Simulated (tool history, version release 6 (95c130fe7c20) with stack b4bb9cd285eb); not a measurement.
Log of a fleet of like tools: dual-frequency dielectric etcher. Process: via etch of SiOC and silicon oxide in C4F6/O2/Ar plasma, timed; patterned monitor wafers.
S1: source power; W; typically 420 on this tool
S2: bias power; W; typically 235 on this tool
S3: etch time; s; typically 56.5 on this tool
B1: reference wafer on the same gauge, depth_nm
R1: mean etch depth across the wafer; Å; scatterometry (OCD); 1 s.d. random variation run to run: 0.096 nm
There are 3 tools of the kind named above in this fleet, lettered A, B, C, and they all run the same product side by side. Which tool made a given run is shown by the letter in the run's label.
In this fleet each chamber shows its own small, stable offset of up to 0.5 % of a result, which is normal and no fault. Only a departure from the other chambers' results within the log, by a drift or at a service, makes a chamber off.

run	hour	S1	S2	S3	B1	R1
1C	4.5	420	235	56.5	83.274	711.05
2A	9.1	420	235	56.5	83.279	713.41
3B	13.8	420	235	56.5	83.221	706.9
4B	18.8	420	235	56.5	83.265	706.85
5A	23.4	420	235	56.5	83.213	711.77
6C	27	420	235	56.5	83.214	708.59
7A	30.1	420	212	56.5	83.229	689.4
8C	32.9	420	212	56.5	83.195	686.44
9B	39.1	420	212	56.5	83.161	682
10C	44.1	420	235	56.5	83.168	709.88
11B	48.2	420	235	56.5	83.163	705.48
12A	53.3	420	235	56.5	83.156	712.77
13A	58.1	420	235	56.5	83.147	711.2
14B	62.4	420	235	56.5	83.133	706.84
15C	66.2	420	235	56.5	83.093	709.64
16C	72	420	235	56.5	83.104	709.21
17A	76.7	420	235	56.5	83.077	710.59
18B	81.8	420	235	56.5	83.085	706.26
# hour 86.9: chamber B: wet clean of the chamber
19C	87.5	420	235	56.5	83.052	708.63
20B	91.3	420	235	56.5	83.025	704.36
21A	96.9	420	235	56.5	83.022	710.04
22A	100.8	420	270	56.5	82.998	745.61
23B	106.5	420	270	56.5	83.01	737.68
24C	112.2	420	270	56.5	82.947	742.51
25C	117.2	420	235	56.5	82.942	707.54
26B	121.2	420	235	56.5	82.954	705.31
27A	125.8	420	235	66	82.964	831.21
28A	130	420	235	66	82.901	830.91
29C	135.9	420	235	66	82.919	824.08
# hour 139: chamber C: source power generator calibrated
30B	141.9	420	235	56.5	82.882	704.65
31C	146	420	235	56.5	82.89	706.67
32A	148.8	420	235	56.5	82.87	708.7
33B	152.1	420	235	56.5	82.87	703.67
34A	158.4	420	235	56.5	82.868	710.45

Predict what each chamber gives when all 3 of them run the settings below next.
35A	163	420	235	41.5		?
35B	163	420	235	41.5		?
35C	163	420	235	41.5		?

run	R1
35A	520.93
35B	516.12
35C	518.94

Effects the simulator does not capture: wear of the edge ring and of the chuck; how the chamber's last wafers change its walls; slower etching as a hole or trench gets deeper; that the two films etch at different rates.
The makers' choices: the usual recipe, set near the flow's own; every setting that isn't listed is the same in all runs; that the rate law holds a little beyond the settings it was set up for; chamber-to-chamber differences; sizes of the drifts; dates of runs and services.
